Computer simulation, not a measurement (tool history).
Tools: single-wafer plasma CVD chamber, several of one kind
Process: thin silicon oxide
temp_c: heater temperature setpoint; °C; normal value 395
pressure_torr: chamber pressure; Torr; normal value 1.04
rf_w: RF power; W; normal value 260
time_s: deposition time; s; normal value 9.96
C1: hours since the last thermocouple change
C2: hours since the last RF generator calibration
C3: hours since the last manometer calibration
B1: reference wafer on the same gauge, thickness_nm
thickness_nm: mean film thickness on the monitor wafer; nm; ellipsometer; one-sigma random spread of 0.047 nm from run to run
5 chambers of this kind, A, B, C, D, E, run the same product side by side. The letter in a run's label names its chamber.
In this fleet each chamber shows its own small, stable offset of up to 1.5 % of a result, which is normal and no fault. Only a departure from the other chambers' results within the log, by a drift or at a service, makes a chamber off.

run 1E hour=12.7 | temp_c=395 pressure_torr=1.04 rf_w=260 time_s=9.96 | C1=431.7 C2=359.5 C3=143 | B1=21.595 | thickness_nm=21.264
run 2D hour=25.4 | temp_c=395 pressure_torr=1.04 rf_w=260 time_s=9.96 | C1=2567.4 C2=65.2 C3=1636.2 | B1=21.59 | thickness_nm=21.393
run 3B hour=38 | temp_c=395 pressure_torr=1.04 rf_w=260 time_s=9.96 | C1=1683.2 C2=2415 C3=753.6 | B1=21.608 | thickness_nm=21.095
run 4A hour=48.7 | temp_c=395 pressure_torr=1.04 rf_w=260 time_s=9.96 | C1=1248.7 C2=666.5 C3=959.8 | B1=21.589 | thickness_nm=21.331
run 5C hour=57.4 | temp_c=395 pressure_torr=1.04 rf_w=260 time_s=9.96 | C1=1916.3 C2=1358.7 C3=1224.4 | B1=21.607 | thickness_nm=21.243
run 6E hour=64.4 | temp_c=395 pressure_torr=1.04 rf_w=260 time_s=9.96 | C1=483.4 C2=411.2 C3=194.7 | B1=21.602 | thickness_nm=21.185
run 7B hour=71.4 | temp_c=395 pressure_torr=1.04 rf_w=260 time_s=9.96 | C1=1716.6 C2=2448.4 C3=787 | B1=21.594 | thickness_nm=21.083
-- hour=76.6 chamber B: RF generator calibrated
run 8C hour=78.9 | temp_c=395 pressure_torr=1.04 rf_w=260 time_s=9.96 | C1=1937.8 C2=1380.2 C3=1245.9 | B1=21.587 | thickness_nm=21.278
run 9A hour=86.1 | temp_c=395 pressure_torr=1.04 rf_w=260 time_s=9.96 | C1=1286.1 C2=703.9 C3=997.2 | B1=21.589 | thickness_nm=21.403
run 10D hour=95.8 | temp_c=395 pressure_torr=1.04 rf_w=260 time_s=9.96 | C1=2637.8 C2=135.6 C3=1706.6 | B1=21.604 | thickness_nm=21.535
run 11C hour=110.1 | temp_c=395 pressure_torr=1.04 rf_w=260 time_s=9.96 | C1=1969 C2=1411.4 C3=1277.1 | B1=21.602 | thickness_nm=21.287
-- hour=114.9 chamber C: thermocouple changed; heater temperature recalibrated
-- hour=118.5 chamber B: thermocouple changed; heater temperature recalibrated
run 12A hour=124.2 | temp_c=395 pressure_torr=1.04 rf_w=260 time_s=9.96 | C1=1324.2 C2=742 C3=1035.3 | B1=21.607 | thickness_nm=21.371
run 13E hour=131.5 | temp_c=395 pressure_torr=1.04 rf_w=260 time_s=9.96 | C1=550.5 C2=478.3 C3=261.8 | B1=21.609 | thickness_nm=21.239
run 14D hour=140.7 | temp_c=395 pressure_torr=1.04 rf_w=300 time_s=9.96 | C1=2682.7 C2=180.5 C3=1751.5 | B1=21.606 | thickness_nm=22.601
run 15B hour=150.6 | temp_c=395 pressure_torr=1.04 rf_w=300 time_s=9.96 | C1=32.1 C2=74 C3=866.2 | B1=21.599 | thickness_nm=22.447
run 16D hour=157.6 | temp_c=395 pressure_torr=1.04 rf_w=300 time_s=9.96 | C1=2699.6 C2=197.4 C3=1768.4 | B1=21.603 | thickness_nm=22.567
run 17C hour=166.8 | temp_c=395 pressure_torr=1.04 rf_w=300 time_s=9.96 | C1=52 C2=1468.1 C3=1333.8 | B1=21.607 | thickness_nm=22.646
run 18A hour=178.7 | temp_c=395 pressure_torr=1.04 rf_w=300 time_s=9.96 | C1=1378.7 C2=796.5 C3=1089.8 | B1=21.592 | thickness_nm=22.741
run 19E hour=193.4 | temp_c=395 pressure_torr=1.04 rf_w=260 time_s=9.96 | C1=612.4 C2=540.2 C3=323.7 | B1=21.599 | thickness_nm=21.21
run 20B hour=202 | temp_c=395 pressure_torr=1.04 rf_w=260 time_s=9.96 | C1=83.5 C2=125.4 C3=917.6 | B1=21.598 | thickness_nm=21.093
run 21A hour=215 | temp_c=395 pressure_torr=1.23 rf_w=260 time_s=9.96 | C1=1415 C2=832.8 C3=1126.1 | B1=21.592 | thickness_nm=23.766
run 22D hour=225.2 | temp_c=395 pressure_torr=1.23 rf_w=260 time_s=9.96 | C1=2767.2 C2=265 C3=1836 | B1=21.582 | thickness_nm=23.551
run 23C hour=235.6 | temp_c=395 pressure_torr=1.23 rf_w=260 time_s=9.96 | C1=120.8 C2=1536.9 C3=1402.6 | B1=21.603 | thickness_nm=23.634
run 24E hour=246.8 | temp_c=395 pressure_torr=1.23 rf_w=260 time_s=9.96 | C1=665.8 C2=593.6 C3=377.1 | B1=21.593 | thickness_nm=23.517
run 25B hour=260.6 | temp_c=395 pressure_torr=1.23 rf_w=260 time_s=9.96 | C1=142.1 C2=184 C3=976.2 | B1=21.598 | thickness_nm=23.458
run 26A hour=275.7 | temp_c=395 pressure_torr=1.04 rf_w=260 time_s=9.96 | C1=1475.7 C2=893.5 C3=1186.8 | B1=21.609 | thickness_nm=21.337
run 27E hour=291 | temp_c=395 pressure_torr=1.04 rf_w=260 time_s=9.96 | C1=710 C2=637.8 C3=421.3 | B1=21.608 | thickness_nm=21.164
run 28C hour=304.6 | temp_c=395 pressure_torr=1.04 rf_w=260 time_s=9.96 | C1=189.8 C2=1605.9 C3=1471.6 | B1=21.597 | thickness_nm=21.229
run 29D hour=318.9 | temp_c=395 pressure_torr=1.04 rf_w=260 time_s=9.96 | C1=2860.9 C2=358.7 C3=1929.7 | B1=21.594 | thickness_nm=21.098
run 30B hour=327.5 | temp_c=395 pressure_torr=1.04 rf_w=260 time_s=9.96 | C1=209 C2=250.9 C3=1043.1 | B1=21.593 | thickness_nm=21.15
run 31C hour=342 | temp_c=395 pressure_torr=1.04 rf_w=260 time_s=9.96 | C1=227.2 C2=1643.3 C3=1509 | B1=21.593 | thickness_nm=21.358
run 32D hour=351 | temp_c=383 pressure_torr=1.04 rf_w=260 time_s=9.21 | C1=2893 C2=390.8 C3=1961.8 | B1=21.599 | thickness_nm=19.595
run 33E hour=365 | temp_c=383 pressure_torr=1.04 rf_w=260 time_s=9.21 | C1=784 C2=711.8 C3=495.3 | B1=21.595 | thickness_nm=19.8

What goes on in this fleet: one chamber off, a drifting gauge, or nothing beyond the chambers' own small offsets? Name the chamber and the cause, if any.

Little by little, chamber D moves away from the other chambers.
Likeliest cause: true pressure below the setpoint (%) = 3.33.
The log may not tell that from: delivered RF power below the setpoint (%).

Which of the 4 candidates below, each the usual settings with something changed and its results left as question marks, puts chamber D back in line with what the other chambers give on the usual settings?
Counts as in line when no further than this from what the other chambers average on the usual settings: thickness_nm 0.17 nm
run 34D-1 hour=376.3 | temp_c=395 pressure_torr=1.02 rf_w=260 time_s=9.8 | thickness_nm=?
run 34D-2 hour=376.3 | temp_c=395 pressure_torr=1.04 rf_w=260 time_s=9.82 | thickness_nm=?
run 34D-3 hour=376.3 | temp_c=395 pressure_torr=1.06 rf_w=260 time_s=10.12 | thickness_nm=?
run 34D-4 hour=376.3 | temp_c=395 pressure_torr=1.04 rf_w=260 time_s=10.08 | thickness_nm=?

Usual-settings mean across the other chambers: thickness_nm 21.239 nm
run=34D-1 thickness_nm=20.358
run=34D-2 thickness_nm=20.665
run=34D-3 thickness_nm=21.566
run=34D-4 thickness_nm=21.21
34D-4 brings the chamber back in line.

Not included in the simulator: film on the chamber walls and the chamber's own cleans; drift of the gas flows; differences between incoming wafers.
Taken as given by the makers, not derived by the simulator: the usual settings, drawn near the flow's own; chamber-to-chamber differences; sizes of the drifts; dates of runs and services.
